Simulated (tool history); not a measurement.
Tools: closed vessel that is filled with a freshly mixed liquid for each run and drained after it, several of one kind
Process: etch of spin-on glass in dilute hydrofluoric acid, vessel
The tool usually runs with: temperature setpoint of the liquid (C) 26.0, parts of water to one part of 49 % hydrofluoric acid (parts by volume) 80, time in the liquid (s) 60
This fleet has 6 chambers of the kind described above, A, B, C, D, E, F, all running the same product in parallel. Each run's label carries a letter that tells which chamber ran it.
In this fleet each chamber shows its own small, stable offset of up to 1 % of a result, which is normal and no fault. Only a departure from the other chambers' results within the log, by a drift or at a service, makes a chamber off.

run     day  temperature setpoint of the liquid (C)  parts of water to one part of 49 % hydrofluoric acid (parts by volume)  time in the liquid (s)  read-back film thickness of the spin-on glass reference wafer, read on the same gauge (nm)  thickness taken off the spin-on glass on a monitor wafer (Å)
 1E   0.433                                    26.0                                                                      80                      60                                                                                      130.00                                                        393.56
 2D   0.683                                    26.0                                                                      80                      60                                                                                      129.98                                                        399.00
 3F   0.892                                    26.0                                                                      80                      60                                                                                      129.99                                                        396.91
 4C   1.158                                    26.0                                                                      80                      60                                                                                      130.00                                                        396.63
 5A   1.458                                    26.0                                                                      80                      60                                                                                      130.01                                                        400.25
 6B   1.704                                    26.0                                                                      80                      60                                                                                      129.99                                                        403.85
 7E   2.125                                    26.0                                                                      80                      60                                                                                      129.98                                                        396.61
      2.375  -- chamber D: thermometer replaced
 8F   2.517                                    26.0                                                                      80                      60                                                                                      130.01                                                        392.28
 9D   2.812                                    26.0                                                                      80                      60                                                                                      129.99                                                        399.04
10A   3.217                                    26.0                                                                      80                      60                                                                                      130.01                                                        399.30
11B   3.650                                    26.0                                                                      80                      60                                                                                      130.00                                                        396.70
12C   3.975                                    26.0                                                                      80                      60                                                                                      130.02                                                        398.39
13B   4.342                                    26.0                                                                      80                      60                                                                                      129.98                                                        396.55
14A   4.688                                    26.0                                                                      80                      60                                                                                      129.98                                                        403.30
15F   4.971                                    26.0                                                                      80                      60                                                                                      129.99                                                        398.36
16D   5.162                                    26.0                                                                      80                      60                                                                                      130.01                                                        399.69
17C   5.450                                    26.0                                                                      80                      60                                                                                      129.99                                                        395.34
18E   5.762                                    26.0                                                                      80                      30                                                                                      129.98                                                        199.06
19E   6.000                                    26.0                                                                      80                      30                                                                                      129.97                                                        198.41
20B   6.342                                    26.0                                                                      80                      30                                                                                      130.01                                                        192.69
21A   6.708                                    26.0                                                                      80                      30                                                                                      130.00                                                        200.19
22C   7.158                                    26.0                                                                      80                      30                                                                                      130.02                                                        198.27
23F   7.508                                    26.0                                                                      80                      30                                                                                      130.00                                                        195.07
24D   7.875                                    26.0                                                                      80                      60                                                                                      130.01                                                        403.82
25A   8.200                                    26.0                                                                      80                      60                                                                                      129.99                                                        400.50
26C   8.462                                    26.0                                                                      80                      60                                                                                      129.99                                                        401.35
27E   8.862                                    26.0                                                                      80                      60                                                                                      130.01                                                        399.08
      9.129  -- chamber E: hydrofluoric acid flow meter replaced
28B   9.229                                    26.0                                                                      60                      35                                                                                      129.98                                                        299.77
29D   9.667                                    26.0                                                                      60                      35                                                                                      130.00                                                        320.81
30F   9.904                                    26.0                                                                      60                      35                                                                                      130.02                                                        316.96
31D  10.342                                    26.0                                                                      60                      35                                                                                      130.03                                                        323.18
32F  10.579                                    26.0                                                                      60                      35                                                                                      129.98                                                        314.91
33E  10.954                                    26.0                                                                      60                      35                                                                                      129.99                                                        316.81
34C  11.300                                    26.0                                                                      80                      60                                                                                      130.03                                                        396.11
35A  11.612                                    26.0                                                                      80                      60                                                                                      130.00                                                        400.15
36B  11.900                                    26.0                                                                      80                      60                                                                                      129.99                                                        371.04
37A  12.246                                    26.0                                                                      80                      60                                                                                      130.00                                                        403.31
38B  12.508                                    26.0                                                                      80                      60                                                                                      129.98                                                        369.81
39D  12.888                                    23.5                                                                      80                      60                                                                                      129.99                                                        361.07
40C  13.108                                    23.5                                                                      80                      60                                                                                      130.03                                                        361.63

All 6 chambers run these settings next. Forecast each chamber's results:
41A  13.429                                    26.0                                                                      80                      35                                                                                                                                                         ?
41B  13.429                                    26.0                                                                      80                      35                                                                                                                                                         ?
41C  13.429                                    26.0                                                                      80                      35                                                                                                                                                         ?
41D  13.429                                    26.0                                                                      80                      35                                                                                                                                                         ?
41E  13.429                                    26.0                                                                      80                      35                                                                                                                                                         ?
41F  13.429                                    26.0                                                                      80                      35                                                                                                                                                         ?

run  thickness taken off the spin-on glass on a monitor wafer (Å)
41A                                                        231.66
41B                                                        216.35
41C                                                        230.35
41D                                                        235.83
41E                                                        237.28
41F                                                        229.72
